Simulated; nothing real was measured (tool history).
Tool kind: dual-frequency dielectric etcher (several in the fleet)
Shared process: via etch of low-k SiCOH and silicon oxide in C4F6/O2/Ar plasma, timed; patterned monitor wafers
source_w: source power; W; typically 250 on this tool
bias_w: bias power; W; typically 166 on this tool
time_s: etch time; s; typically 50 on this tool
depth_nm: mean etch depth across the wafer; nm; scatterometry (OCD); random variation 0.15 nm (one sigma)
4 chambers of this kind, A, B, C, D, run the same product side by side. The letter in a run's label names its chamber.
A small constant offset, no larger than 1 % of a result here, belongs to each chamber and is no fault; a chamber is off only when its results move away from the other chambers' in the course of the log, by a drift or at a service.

| run | hour | source_w | bias_w | time_s | hours since the last wet clean | hours since the last source power generator calibration | hours since the last bias power generator calibration | read-back reference wafer on the same gauge, depth_nm | depth_nm |
|---|---|---|---|---|---|---|---|---|---|
|  | 8.7 | chamber D: wet clean of the chamber |
| 1B | 12.7 | 250 | 166 | 50 | 76.3 | 2353.5 | 2507.4 | 86.209 | 96.672 |
| 2D | 23.3 | 250 | 166 | 50 | 14.6 | 3821.2 | 970.2 | 86.257 | 96.448 |
| 3A | 29.7 | 250 | 166 | 50 | 166.6 | 701 | 464.4 | 86.252 | 97.167 |
| 4C | 37.3 | 250 | 166 | 50 | 376 | 900.8 | 2810.4 | 86.246 | 96.35 |
| 5A | 46.3 | 250 | 166 | 50 | 183.2 | 717.6 | 481 | 86.249 | 96.919 |
| 6D | 57.8 | 250 | 166 | 50 | 49.1 | 3855.7 | 1004.7 | 86.309 | 96.42 |
|  | 67.8 | chamber C: wet clean of the chamber |
| 7B | 71.6 | 250 | 166 | 50 | 135.2 | 2412.4 | 2566.3 | 86.301 | 96.737 |
| 8C | 80 | 250 | 166 | 44.5 | 12.3 | 943.5 | 2853.1 | 86.338 | 85.668 |
| 9B | 87 | 250 | 166 | 44.5 | 150.6 | 2427.8 | 2581.7 | 86.328 | 86.025 |
| 10D | 101.2 | 250 | 166 | 44.5 | 92.5 | 3899.1 | 1048.1 | 86.358 | 85.66 |
| 11A | 110.4 | 250 | 166 | 44.5 | 247.3 | 781.7 | 545.1 | 86.361 | 86.264 |
| 12C | 124.6 | 250 | 138 | 50 | 56.9 | 988.1 | 2897.7 | 86.356 | 90.996 |
| 13A | 132.5 | 250 | 138 | 50 | 269.4 | 803.8 | 567.2 | 86.371 | 91.493 |
| 14D | 142.8 | 250 | 138 | 50 | 134.1 | 3940.7 | 1089.7 | 86.354 | 91.286 |
| 15B | 150.2 | 250 | 138 | 50 | 213.8 | 2491 | 2644.9 | 86.4 | 91.382 |
| 16C | 159.1 | 250 | 166 | 50 | 91.4 | 1022.6 | 2932.2 | 86.429 | 96.598 |
| 17C | 172.7 | 250 | 166 | 50 | 105 | 1036.2 | 2945.8 | 86.428 | 96.536 |
| 18D | 185.7 | 250 | 166 | 50 | 177 | 3983.6 | 1132.6 | 86.515 | 96.729 |
| 19B | 197.5 | 250 | 166 | 50 | 261.1 | 2538.3 | 2692.2 | 86.471 | 97.055 |
| 20A | 211.5 | 250 | 166 | 50 | 348.4 | 882.8 | 646.2 | 86.526 | 97.278 |
| 21C | 223.9 | 250 | 166 | 50 | 156.2 | 1087.4 | 2997 | 86.541 | 96.758 |
|  | 229.1 | chamber D: source power generator calibrated |
| 22D | 238.1 | 250 | 166 | 50 | 229.4 | 9.1 | 1185 | 86.529 | 96.801 |
| 23B | 246.4 | 250 | 166 | 50 | 310 | 2587.2 | 2741.1 | 86.584 | 97.105 |
| 24A | 258.3 | 250 | 166 | 50 | 395.2 | 929.6 | 693 | 86.578 | 97.254 |
| 25B | 265.2 | 250 | 166 | 50 | 328.8 | 2606 | 2759.9 | 86.588 | 96.792 |
| 26C | 279.4 | 250 | 166 | 50 | 211.7 | 1142.9 | 3052.5 | 86.613 | 96.695 |
| 27A | 288 | 250 | 166 | 50 | 424.9 | 959.3 | 722.7 | 86.611 | 97.44 |
| 28D | 296.8 | 250 | 166 | 50 | 288.1 | 67.8 | 1243.7 | 86.634 | 96.882 |
|  | 303.5 | chamber B: source power generator calibrated |
| 29A | 304.7 | 250 | 166 | 50 | 441.6 | 976 | 739.4 | 86.691 | 97.334 |
| 30B | 316.9 | 250 | 166 | 50 | 380.5 | 13.5 | 2811.6 | 86.668 | 96.88 |
| 31D | 329.4 | 250 | 166 | 50 | 320.7 | 100.4 | 1276.3 | 86.715 | 97.049 |
| 32C | 342.4 | 250 | 166 | 50 | 274.7 | 1205.9 | 3115.5 | 86.746 | 97.001 |
| 33C | 352.3 | 250 | 166 | 50 | 284.6 | 1215.8 | 3125.4 | 86.739 | 97.07 |
| 34B | 364.1 | 250 | 150 | 63 | 427.7 | 60.7 | 2858.8 | 86.754 | 118.38 |

All chambers now run identical settings, listed one chamber a line with results as question marks. What results will each chamber show?
| 35A | 374.4 | 250 | 166 | 50 |  |  |  |  | ? |
| 35B | 374.4 | 250 | 166 | 50 |  |  |  |  | ? |
| 35C | 374.4 | 250 | 166 | 50 |  |  |  |  | ? |
| 35D | 374.4 | 250 | 166 | 50 |  |  |  |  | ? |

| run | depth_nm |
|---|---|
| 35A | 97.469 |
| 35B | 97.335 |
| 35C | 97.172 |
| 35D | 96.882 |

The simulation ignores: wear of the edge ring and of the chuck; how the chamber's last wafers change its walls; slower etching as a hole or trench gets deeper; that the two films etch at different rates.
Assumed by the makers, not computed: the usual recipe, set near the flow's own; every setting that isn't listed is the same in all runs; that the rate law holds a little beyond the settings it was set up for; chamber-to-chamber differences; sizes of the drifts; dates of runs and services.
